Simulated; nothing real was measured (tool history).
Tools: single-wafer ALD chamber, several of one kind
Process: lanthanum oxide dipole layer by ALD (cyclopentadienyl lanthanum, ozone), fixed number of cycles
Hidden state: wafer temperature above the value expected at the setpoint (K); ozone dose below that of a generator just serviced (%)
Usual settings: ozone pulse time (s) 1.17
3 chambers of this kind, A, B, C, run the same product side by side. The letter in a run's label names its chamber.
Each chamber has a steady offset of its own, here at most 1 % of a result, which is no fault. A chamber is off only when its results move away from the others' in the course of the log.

run	day	ozone pulse time (s)	hours since the last thermocouple change	hours since the last ozone generator service	read-back reference wafer on the same gauge, thickness_nm	mean film thickness on the monitor wafer (nm)
1A	0.133	1.17	325.1	606.0	0.43166	0.52357
2B	0.221	1.17	1682.9	774.5	0.43250	0.52127
3C	0.371	1.17	1009.2	176.4	0.43149	0.51950
4B	0.471	1.17	1688.9	780.5	0.43204	0.51902
5A	0.654	1.17	337.6	618.5	0.43250	0.52713
6C	0.783	1.17	1019.1	186.3	0.43172	0.51789
7A	0.896	1.17	343.4	624.3	0.43200	0.52206
8B	1.008	0.81	1701.8	793.4	0.43201	0.46471
9C	1.133	0.81	1027.5	194.7	0.43164	0.45614
10A	1.312	0.81	353.4	634.3	0.43215	0.46208
11C	1.438	1.17	1034.8	202.0	0.43190	0.51483
12B	1.521	1.17	1714.1	805.7	0.43158	0.52289
13B	1.679	1.17	1717.9	809.5	0.43211	0.51524
14A	1.783	1.63	364.7	645.6	0.43168	0.55791
15C	1.883	1.63	1045.5	212.7	0.43179	0.54948
16B	2.042	1.63	1726.6	818.2	0.43245	0.55779
17C	2.196	1.17	1053.0	220.2	0.43258	0.50906
18A	2.350	0.96	378.3	659.2	0.43206	0.49285
19B	2.488	0.96	1737.3	828.9	0.43207	0.49568
20A	2.571	0.96	383.6	664.5	0.43226	0.49137
21C	2.725	1.58	1065.7	232.9	0.43259	0.53917
22A	2.850	1.58	390.3	671.2	0.43287	0.55422
23B	2.938	1.58	1748.1	839.7	0.43255	0.55223
24C	3.092	1.17	1074.5	241.7	0.43225	0.49376
25C	3.254	1.17	1078.4	245.6	0.43166	0.48785
26A	3.362	1.17	402.6	683.5	0.43171	0.52342
27B	3.504	1.17	1761.7	853.3	0.43172	0.52463
28B	3.654	1.17	1765.3	856.9	0.43285	0.51764
29A	3.758	1.40	412.1	693.0	0.43225	0.54146
30C	3.921	1.40	1094.4	261.6	0.43199	0.51816
31C	4.088	1.40	1098.4	265.6	0.43246	0.51494

All 3 chambers run these settings next. Forecast each chamber's results:
32A	4.225	1.17				?
32B	4.225	1.17				?
32C	4.225	1.17				?

run	mean film thickness on the monitor wafer (nm)
32A	0.52126
32B	0.51883
32C	0.48249
